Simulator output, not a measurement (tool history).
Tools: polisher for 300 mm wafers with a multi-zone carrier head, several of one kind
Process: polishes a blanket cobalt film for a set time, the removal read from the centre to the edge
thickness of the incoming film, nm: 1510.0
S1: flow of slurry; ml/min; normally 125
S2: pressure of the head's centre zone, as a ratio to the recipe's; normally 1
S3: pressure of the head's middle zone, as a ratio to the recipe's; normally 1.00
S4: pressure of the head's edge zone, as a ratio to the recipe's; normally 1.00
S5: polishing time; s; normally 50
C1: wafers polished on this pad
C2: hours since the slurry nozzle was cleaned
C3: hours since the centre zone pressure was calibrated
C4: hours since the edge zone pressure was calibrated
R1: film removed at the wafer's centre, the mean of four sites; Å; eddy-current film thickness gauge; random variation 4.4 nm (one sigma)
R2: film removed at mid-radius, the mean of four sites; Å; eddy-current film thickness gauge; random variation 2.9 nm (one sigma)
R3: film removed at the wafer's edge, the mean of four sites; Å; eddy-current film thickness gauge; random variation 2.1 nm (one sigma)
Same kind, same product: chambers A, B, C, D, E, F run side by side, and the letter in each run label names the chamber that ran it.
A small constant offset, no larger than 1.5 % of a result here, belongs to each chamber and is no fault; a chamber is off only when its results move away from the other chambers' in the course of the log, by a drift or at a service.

run	hour	S1	S2	S3	S4	S5	C1	C2	C3	C4	R1	R2	R3
# hour 1.0: chamber A: worn pad replaced by a new one
1E	10.0	125	1	1.00	1.00	50	581	843.0	334.5	645.9	3262.8	3166.5	3232.4
# hour 13.2: chamber D: edge zone pressure recalibrated
# hour 14.7: chamber E: worn pad replaced by a new one
# hour 22.2: chamber C: worn pad replaced by a new one
2F	22.2	125	1	1.00	1.00	50	570	576.2	392.3	170.2	3300.5	3268.3	3220.8
3B	35.0	125	1	1.00	1.00	50	396	96.4	220.4	118.4	3207.9	3211.1	3215.8
# hour 44.2: chamber F: worn pad replaced by a new one
4C	46.8	125	1	1.00	1.00	50	233	84.0	282.1	114.1	3236.0	3275.9	3246.6
5A	59.6	125	1	1.00	1.00	50	553	506.2	254.3	1381.0	3240.6	3162.2	3199.8
# hour 64.1: chamber B: worn pad replaced by a new one
# hour 65.6: chamber D: worn pad replaced by a new one
6D	72.5	125	1	1.00	1.00	50	65	443.8	125.6	59.3	3250.6	3213.8	3236.2
7A	78.4	125	1	1.00	1.00	50	731	525.0	273.1	1399.8	3211.6	3219.9	3184.2
8E	84.1	125	1	1.00	1.00	50	656	917.1	408.6	720.0	3202.3	3219.1	3245.9
# hour 86.5: chamber A: worn pad replaced by a new one
9D	91.4	125	1	1.00	1.00	50	244	462.7	144.5	78.2	3206.6	3208.2	3210.3
# hour 92.6: chamber E: worn pad replaced by a new one
10B	100.4	125	1	1.00	1.00	50	343	161.8	285.8	183.8	3253.4	3213.5	3226.2
# hour 102.2: chamber E: slurry nozzle cleaned
# hour 111.6: chamber A: centre zone pressure recalibrated
11F	112.0	125	1	1.00	1.00	50	641	666.0	482.1	260.0	3219.7	3229.3	3222.8
12C	120.8	125	1	1.00	1.00	50	932	158.0	356.1	188.1	3193.3	3266.6	3241.8
13D	127.5	125	1	0.88	1.06	50	585	498.8	180.6	114.3	3125.4	2820.9	3359.3
# hour 131.2: chamber B: worn pad replaced by a new one
14A	140.1	125	1	0.88	1.06	50	507	586.7	28.6	1461.5	3260.1	2875.5	3282.1
# hour 146.0: chamber F: worn pad replaced by a new one
15B	152.0	125	1	0.88	1.06	50	197	213.4	337.4	235.4	3302.0	2853.6	3362.2
# hour 153.9: chamber B: slurry nozzle cleaned
# hour 154.3: chamber D: worn pad replaced by a new one
16C	157.9	125	1	0.88	1.06	50	1283	195.1	393.2	225.2	3236.3	2886.4	3322.5
17E	164.4	125	1	0.88	1.06	50	678	62.3	488.9	800.3	3209.0	2803.7	3313.2
# hour 164.8: chamber E: worn pad replaced by a new one
18F	170.5	125	1	0.88	1.06	50	231	724.5	540.6	318.5	3227.2	2868.6	3340.7
# hour 170.8: chamber A: worn pad replaced by a new one
# hour 176.1: chamber E: edge zone pressure recalibrated
# hour 178.3: chamber A: edge zone pressure recalibrated
19D	182.3	125	1	1.00	1.00	50	265	553.6	235.4	169.1	3210.5	3166.1	3218.6
# hour 183.2: chamber C: worn pad replaced by a new one
20E	190.5	125	1	1.00	1.00	50	243	88.4	515.0	14.4	3221.0	3162.8	3235.8
21A	200.4	125	1	1.00	1.00	50	280	647.0	88.9	22.1	3237.4	3256.8	3224.6
22C	206.7	125	1	1.00	1.00	50	222	243.9	442.0	274.0	3258.9	3206.9	3253.6
# hour 210.1: chamber B: worn pad replaced by a new one
23B	219.7	90	1	1.00	1.00	34	91	65.8	405.1	303.1	1996.0	2014.3	2062.9
# hour 227.9: chamber B: centre zone pressure recalibrated
# hour 228.7: chamber F: slurry nozzle cleaned
# hour 229.7: chamber F: edge zone pressure recalibrated
# hour 230.7: chamber F: worn pad replaced by a new one
24F	231.8	90	1	1.00	1.00	34	10	3.1	601.9	2.1	2003.2	2042.3	2062.6
# hour 238.0: chamber D: worn pad replaced by a new one
# hour 238.0: chamber E: worn pad replaced by a new one
25D	239.1	90	1	1.00	1.00	34	11	610.4	292.2	225.9	1979.5	2033.0	2060.2
26B	245.0	90	1	1.00	1.00	34	330	91.1	17.1	328.4	1988.2	2005.7	2053.8
27F	254.3	90	1	1.00	1.00	34	223	25.6	624.4	24.6	2040.4	2051.9	2058.6
# hour 257.8: chamber A: worn pad replaced by a new one
28E	265.1	90	1	1.00	1.00	34	256	163.0	589.6	89.0	2023.5	1972.0	2086.5
# hour 271.7: chamber B: worn pad replaced by a new one
29A	277.6	125	1	1.00	1.00	50	187	724.2	166.1	99.3	3259.3	3296.2	3234.4
30C	290.6	85	1	1.00	1.00	37	1015	327.8	525.9	357.9	2138.8	2115.0	2221.9
31C	299.4	85	1	1.00	1.00	37	1098	336.6	534.7	366.7	2093.9	2217.2	2236.2
32B	307.9	85	1	1.00	1.00	37	342	154.0	80.0	391.3	2129.2	2158.8	2207.6
# hour 320.7: chamber F: worn pad replaced by a new one
33A	321.0	85	1	1.00	1.00	37	597	767.6	209.5	142.7	2143.9	2127.8	2222.4
# hour 324.6: chamber E: worn pad replaced by a new one
# hour 329.5: chamber D: worn pad replaced by a new one
34E	330.9	85	1	1.00	1.00	37	59	228.8	655.4	154.8	2136.6	2104.8	2227.9
35F	341.7	85	1	1.00	1.00	37	198	113.0	711.8	112.0	2113.6	2155.6	2223.5
36D	351.6	125	1	1.00	1.00	50	208	722.9	404.7	338.4	3280.2	3215.4	3257.8

All 6 chambers run these settings next. Forecast each chamber's results:
37A	361.1	125	1	1.00	1.00	50					?	?	?
37B	361.1	125	1	1.00	1.00	50					?	?	?
37C	361.1	125	1	1.00	1.00	50					?	?	?
37D	361.1	125	1	1.00	1.00	50					?	?	?
37E	361.1	125	1	1.00	1.00	50					?	?	?
37F	361.1	125	1	1.00	1.00	50					?	?	?

run	R1	R2	R3
37A	3099.1	3287.1	3218.9
37B	3205.8	3186.9	3187.0
37C	3257.4	3287.9	3210.3
37D	3177.2	3227.3	3217.0
37E	3214.9	3206.9	3245.8
37F	3242.6	3190.0	3143.6
